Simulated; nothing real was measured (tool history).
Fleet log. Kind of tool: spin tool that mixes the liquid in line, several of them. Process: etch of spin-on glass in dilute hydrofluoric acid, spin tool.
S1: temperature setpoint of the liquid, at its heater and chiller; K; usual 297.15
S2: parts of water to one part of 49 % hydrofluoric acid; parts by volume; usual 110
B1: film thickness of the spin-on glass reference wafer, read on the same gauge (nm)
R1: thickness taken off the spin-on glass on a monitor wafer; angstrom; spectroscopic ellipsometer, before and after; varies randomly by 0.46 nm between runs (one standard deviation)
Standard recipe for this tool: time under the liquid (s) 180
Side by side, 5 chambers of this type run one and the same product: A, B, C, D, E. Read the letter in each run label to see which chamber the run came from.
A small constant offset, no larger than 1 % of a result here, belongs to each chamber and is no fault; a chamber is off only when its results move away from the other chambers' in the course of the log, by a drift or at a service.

{"run": "1A", "hour": 8.3, "S1": 297.15, "S2": 110, "time under the liquid (s)": 180, "B1": 110.02, "R1": 475.31}
{"run": "2E", "hour": 17.6, "S1": 297.15, "S2": 110, "time under the liquid (s)": 180, "B1": 110.01, "R1": 474.5}
{"run": "3C", "hour": 25.8, "S1": 297.15, "S2": 110, "time under the liquid (s)": 180, "B1": 109.99, "R1": 469.45}
{"run": "4B", "hour": 32.0, "S1": 297.15, "S2": 110, "time under the liquid (s)": 180, "B1": 110.0, "R1": 473.56}
{"run": "5D", "hour": 39.2, "S1": 297.15, "S2": 110, "time under the liquid (s)": 270, "B1": 110.03, "R1": 704.17}
{"run": "6B", "hour": 49.8, "S1": 297.15, "S2": 110, "time under the liquid (s)": 270, "B1": 109.97, "R1": 711.5}
{"run": "7A", "hour": 60.7, "S1": 297.15, "S2": 110, "time under the liquid (s)": 270, "B1": 109.98, "R1": 719.74}
{"run": "8C", "hour": 71.1, "S1": 297.15, "S2": 110, "time under the liquid (s)": 270, "B1": 109.99, "R1": 716.63}
{"run": "9D", "hour": 78.6, "S1": 297.15, "S2": 110, "time under the liquid (s)": 270, "B1": 110.04, "R1": 709.25}
{"run": "10E", "hour": 88.9, "S1": 297.15, "S2": 110, "time under the liquid (s)": 180, "B1": 110.04, "R1": 478.18}
{"run": "11E", "hour": 96.3, "S1": 297.15, "S2": 110, "time under the liquid (s)": 180, "B1": 110.01, "R1": 479.1}
{"run": "12C", "hour": 105.3, "S1": 297.15, "S2": 110, "time under the liquid (s)": 180, "B1": 109.96, "R1": 466.57}
{"run": "13A", "hour": 112.4, "S1": 297.15, "S2": 110, "time under the liquid (s)": 180, "B1": 110.02, "R1": 472.48}
{"run": "14B", "hour": 122.5, "S1": 301.15, "S2": 110, "time under the liquid (s)": 180, "B1": 109.98, "R1": 558.01}
{"run": "15D", "hour": 133.7, "S1": 301.15, "S2": 110, "time under the liquid (s)": 180, "B1": 109.97, "R1": 549.09}
{"run": "16A", "hour": 143.6, "S1": 301.15, "S2": 110, "time under the liquid (s)": 180, "B1": 109.96, "R1": 554.23}
{"run": "17B", "hour": 150.5, "S1": 301.15, "S2": 110, "time under the liquid (s)": 180, "B1": 110.03, "R1": 543.86}
{"run": "18D", "hour": 157.9, "S1": 301.15, "S2": 110, "time under the liquid (s)": 180, "B1": 110.01, "R1": 547.0}
{"run": "19E", "hour": 168.3, "S1": 297.15, "S2": 110, "time under the liquid (s)": 180, "B1": 110.01, "R1": 495.54}
{"run": "20C", "hour": 175.5, "S1": 297.15, "S2": 110, "time under the liquid (s)": 180, "B1": 109.99, "R1": 483.87}
{"run": "21B", "hour": 182.7, "S1": 297.15, "S2": 110, "time under the liquid (s)": 180, "B1": 110.0, "R1": 469.69}
{"run": "22E", "hour": 189.9, "S1": 297.15, "S2": 110, "time under the liquid (s)": 180, "B1": 109.99, "R1": 493.97}
{"run": "23C", "hour": 197.5, "S1": 297.15, "S2": 140, "time under the liquid (s)": 120, "B1": 109.99, "R1": 245.05}
{"run": "24A", "hour": 204.1, "S1": 297.15, "S2": 140, "time under the liquid (s)": 120, "B1": 109.98, "R1": 239.25}
{"run": "25D", "hour": 209.9, "S1": 297.15, "S2": 140, "time under the liquid (s)": 120, "B1": 110.0, "R1": 239.07}
{"run": "26B", "hour": 215.5, "S1": 297.15, "S2": 140, "time under the liquid (s)": 120, "B1": 110.02, "R1": 240.38}
{"run": "27A", "hour": 221.5, "S1": 297.15, "S2": 140, "time under the liquid (s)": 120, "B1": 110.02, "R1": 241.23}
{"run": "28C", "hour": 230.9, "S1": 301.15, "S2": 110, "time under the liquid (s)": 180, "B1": 110.0, "R1": 560.29}
{"run": "29D", "hour": 236.3, "S1": 301.15, "S2": 110, "time under the liquid (s)": 180, "B1": 109.98, "R1": 555.82}
{"run": "30E", "hour": 244.4, "S1": 301.15, "S2": 110, "time under the liquid (s)": 180, "B1": 110.0, "R1": 591.96}
{"run": "31C", "hour": 255.5, "S1": 301.15, "S2": 110, "time under the liquid (s)": 180, "B1": 109.97, "R1": 549.01}
{"run": "32A", "hour": 261.9, "S1": 301.15, "S2": 110, "time under the liquid (s)": 180, "B1": 109.99, "R1": 559.35}
{"run": "33B", "hour": 272.4, "S1": 297.15, "S2": 110, "time under the liquid (s)": 180, "B1": 110.01, "R1": 468.4}
{"run": "34E", "hour": 281.7, "S1": 297.15, "S2": 110, "time under the liquid (s)": 180, "B1": 110.01, "R1": 516.8}
{"run": "35D", "hour": 287.9, "S1": 297.15, "S2": 110, "time under the liquid (s)": 180, "B1": 110.01, "R1": 478.04}
{"run": "36D", "hour": 297.5, "S1": 297.15, "S2": 110, "time under the liquid (s)": 180, "B1": 109.99, "R1": 478.49}
{"hour": 299.8, "done": "chamber E: thermometer replaced"}
{"run": "37A", "hour": 307.6, "S1": 297.15, "S2": 110, "time under the liquid (s)": 180, "B1": 109.97, "R1": 477.05}
{"run": "38C", "hour": 318.5, "S1": 297.15, "S2": 110, "time under the liquid (s)": 180, "B1": 109.99, "R1": 488.2}
{"run": "39B", "hour": 327.1, "S1": 297.15, "S2": 110, "time under the liquid (s)": 180, "B1": 110.0, "R1": 475.04}
{"run": "40E", "hour": 332.1, "S1": 297.15, "S2": 110, "time under the liquid (s)": 180, "B1": 109.99, "R1": 527.5}
{"run": "41B", "hour": 341.3, "S1": 297.15, "S2": 110, "time under the liquid (s)": 180, "B1": 109.97, "R1": 471.77}

The same settings go to every chamber for the next run, one line per chamber below. Forecast the results for each:
{"run": "42A", "hour": 349.3, "S1": 297.15, "S2": 110, "time under the liquid (s)": 180, "R1": "?"}
{"run": "42B", "hour": 349.3, "S1": 297.15, "S2": 110, "time under the liquid (s)": 180, "R1": "?"}
{"run": "42C", "hour": 349.3, "S1": 297.15, "S2": 110, "time under the liquid (s)": 180, "R1": "?"}
{"run": "42D", "hour": 349.3, "S1": 297.15, "S2": 110, "time under the liquid (s)": 180, "R1": "?"}
{"run": "42E", "hour": 349.3, "S1": 297.15, "S2": 110, "time under the liquid (s)": 180, "R1": "?"}

run=42A R1=472.01
run=42B R1=462.95
run=42C R1=477.35
run=42D R1=468.31
run=42E R1=520.16
